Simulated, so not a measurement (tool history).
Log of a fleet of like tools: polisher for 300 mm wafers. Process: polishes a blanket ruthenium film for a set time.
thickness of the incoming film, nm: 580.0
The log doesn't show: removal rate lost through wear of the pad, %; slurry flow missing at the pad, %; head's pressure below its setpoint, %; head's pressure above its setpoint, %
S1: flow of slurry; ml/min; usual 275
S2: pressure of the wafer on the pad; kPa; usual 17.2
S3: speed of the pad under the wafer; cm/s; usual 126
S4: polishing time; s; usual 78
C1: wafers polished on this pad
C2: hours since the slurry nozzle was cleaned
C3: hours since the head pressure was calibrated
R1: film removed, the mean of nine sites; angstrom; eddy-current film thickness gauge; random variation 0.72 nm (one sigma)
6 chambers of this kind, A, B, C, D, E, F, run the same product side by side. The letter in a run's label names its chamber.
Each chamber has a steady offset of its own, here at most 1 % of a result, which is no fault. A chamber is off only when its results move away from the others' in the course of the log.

run 1B hour=3.9 | S1=275 S2=17.2 S3=126 S4=78 | C1=747 C2=152.3 C3=818.4 | R1=1144.10
run 2E hour=7.0 | S1=275 S2=17.2 S3=126 S4=78 | C1=389 C2=19.9 C3=582.3 | R1=1138.10
run 3C hour=12.1 | S1=275 S2=17.2 S3=126 S4=78 | C1=248 C2=136.0 C3=810.8 | R1=1155.10
run 4F hour=16.9 | S1=275 S2=17.2 S3=126 S4=78 | C1=374 C2=547.8 C3=408.3 | R1=1167.60
run 5A hour=20.7 | S1=275 S2=17.2 S3=126 S4=78 | C1=721 C2=402.2 C3=1051.9 | R1=1148.50
run 6D hour=25.5 | S1=275 S2=17.2 S3=126 S4=78 | C1=1064 C2=123.9 C3=37.2 | R1=1148.90
run 7B hour=29.9 | S1=275 S2=17.2 S3=126 S4=78 | C1=946 C2=178.3 C3=844.4 | R1=1146.90
run 8F hour=34.8 | S1=275 S2=17.2 S3=126 S4=78 | C1=510 C2=565.7 C3=426.2 | R1=1153.00
run 9E hour=37.9 | S1=275 S2=17.2 S3=126 S4=78 | C1=625 C2=50.8 C3=613.2 | R1=1143.00
-- hour=39.4 chamber A: worn pad replaced by a new one
run 10D hour=40.8 | S1=275 S2=17.2 S3=160 S4=78 | C1=1181 C2=139.2 C3=52.5 | R1=1464.20
run 11C hour=46.1 | S1=275 S2=17.2 S3=160 S4=78 | C1=508 C2=170.0 C3=844.8 | R1=1465.80
run 12A hour=50.9 | S1=275 S2=17.2 S3=160 S4=78 | C1=88 C2=432.4 C3=1082.1 | R1=1461.30
run 13A hour=54.6 | S1=275 S2=17.2 S3=160 S4=78 | C1=116 C2=436.1 C3=1085.8 | R1=1446.70
run 14E hour=58.9 | S1=275 S2=17.2 S3=160 S4=78 | C1=786 C2=71.8 C3=634.2 | R1=1448.60
run 15D hour=64.1 | S1=275 S2=17.2 S3=160 S4=78 | C1=1359 C2=162.5 C3=75.8 | R1=1453.80
-- hour=65.1 chamber C: worn pad replaced by a new one
-- hour=67.0 chamber F: worn pad replaced by a new one
-- hour=68.5 chamber D: worn pad replaced by a new one
run 16F hour=69.2 | S1=275 S2=17.2 S3=108 S4=78 | C1=17 C2=600.1 C3=460.6 | R1=1011.50
run 17C hour=72.5 | S1=275 S2=17.2 S3=108 S4=78 | C1=57 C2=196.4 C3=871.2 | R1=992.51
-- hour=74.2 chamber C: slurry nozzle cleaned
run 18B hour=78.0 | S1=275 S2=17.2 S3=108 S4=78 | C1=1313 C2=226.4 C3=892.5 | R1=980.12
run 19C hour=80.8 | S1=275 S2=17.2 S3=108 S4=78 | C1=120 C2=6.6 C3=879.5 | R1=998.87
run 20E hour=83.3 | S1=275 S2=17.2 S3=108 S4=78 | C1=972 C2=96.2 C3=658.6 | R1=988.39
run 21D hour=85.8 | S1=275 S2=17.2 S3=108 S4=78 | C1=132 C2=184.2 C3=97.5 | R1=978.23
-- hour=86.2 chamber A: head pressure recalibrated
-- hour=87.0 chamber B: head pressure recalibrated
run 22B hour=89.3 | S1=275 S2=17.2 S3=126 S4=78 | C1=1399 C2=237.7 C3=2.3 | R1=1152.10
run 23A hour=93.6 | S1=275 S2=17.2 S3=126 S4=78 | C1=414 C2=475.1 C3=7.5 | R1=1151.30
-- hour=95.1 chamber B: worn pad replaced by a new one
run 24F hour=96.2 | S1=275 S2=17.2 S3=126 S4=78 | C1=223 C2=627.1 C3=487.6 | R1=1174.80
run 25A hour=99.6 | S1=275 S2=17.2 S3=126 S4=78 | C1=460 C2=481.1 C3=13.5 | R1=1167.00
run 26D hour=104.3 | S1=275 S2=17.2 S3=126 S4=78 | C1=273 C2=202.7 C3=116.0 | R1=1135.90
run 27B hour=106.8 | S1=275 S2=17.2 S3=126 S4=78 | C1=90 C2=255.2 C3=19.8 | R1=1144.70
run 28F hour=110.3 | S1=275 S2=17.2 S3=100 S4=78 | C1=331 C2=641.2 C3=501.7 | R1=950.58
run 29E hour=114.7 | S1=275 S2=17.2 S3=100 S4=78 | C1=1212 C2=127.6 C3=690.0 | R1=906.30
-- hour=116.3 chamber C: head pressure recalibrated
run 30C hour=118.3 | S1=275 S2=17.2 S3=100 S4=78 | C1=406 C2=44.1 C3=2.1 | R1=923.08
run 31A hour=122.7 | S1=275 S2=17.2 S3=100 S4=78 | C1=636 C2=504.2 C3=36.6 | R1=911.35
run 32E hour=126.6 | S1=275 S2=17.2 S3=100 S4=78 | C1=1303 C2=139.5 C3=701.9 | R1=910.81
-- hour=128.4 chamber F: slurry nozzle cleaned
run 33C hour=129.5 | S1=275 S2=17.2 S3=100 S4=78 | C1=492 C2=55.3 C3=13.3 | R1=923.42
run 34F hour=135.0 | S1=275 S2=17.2 S3=126 S4=78 | C1=520 C2=6.7 C3=526.4 | R1=1206.20
run 35D hour=138.6 | S1=275 S2=17.2 S3=126 S4=78 | C1=535 C2=237.0 C3=150.3 | R1=1150.60
run 36B hour=141.4 | S1=275 S2=17.2 S3=126 S4=78 | C1=354 C2=289.8 C3=54.4 | R1=1144.00

All 6 chambers run these settings next. Forecast each chamber's results:
run 37A hour=145.4 | S1=275 S2=17.2 S3=126 S4=78 | R1=?
run 37B hour=145.4 | S1=275 S2=17.2 S3=126 S4=78 | R1=?
run 37C hour=145.4 | S1=275 S2=17.2 S3=126 S4=78 | R1=?
run 37D hour=145.4 | S1=275 S2=17.2 S3=126 S4=78 | R1=?
run 37E hour=145.4 | S1=275 S2=17.2 S3=126 S4=78 | R1=?
run 37F hour=145.4 | S1=275 S2=17.2 S3=126 S4=78 | R1=?

run=37A R1=1145.50
run=37B R1=1146.10
run=37C R1=1163.80
run=37D R1=1156.30
run=37E R1=1136.50
run=37F R1=1212.90

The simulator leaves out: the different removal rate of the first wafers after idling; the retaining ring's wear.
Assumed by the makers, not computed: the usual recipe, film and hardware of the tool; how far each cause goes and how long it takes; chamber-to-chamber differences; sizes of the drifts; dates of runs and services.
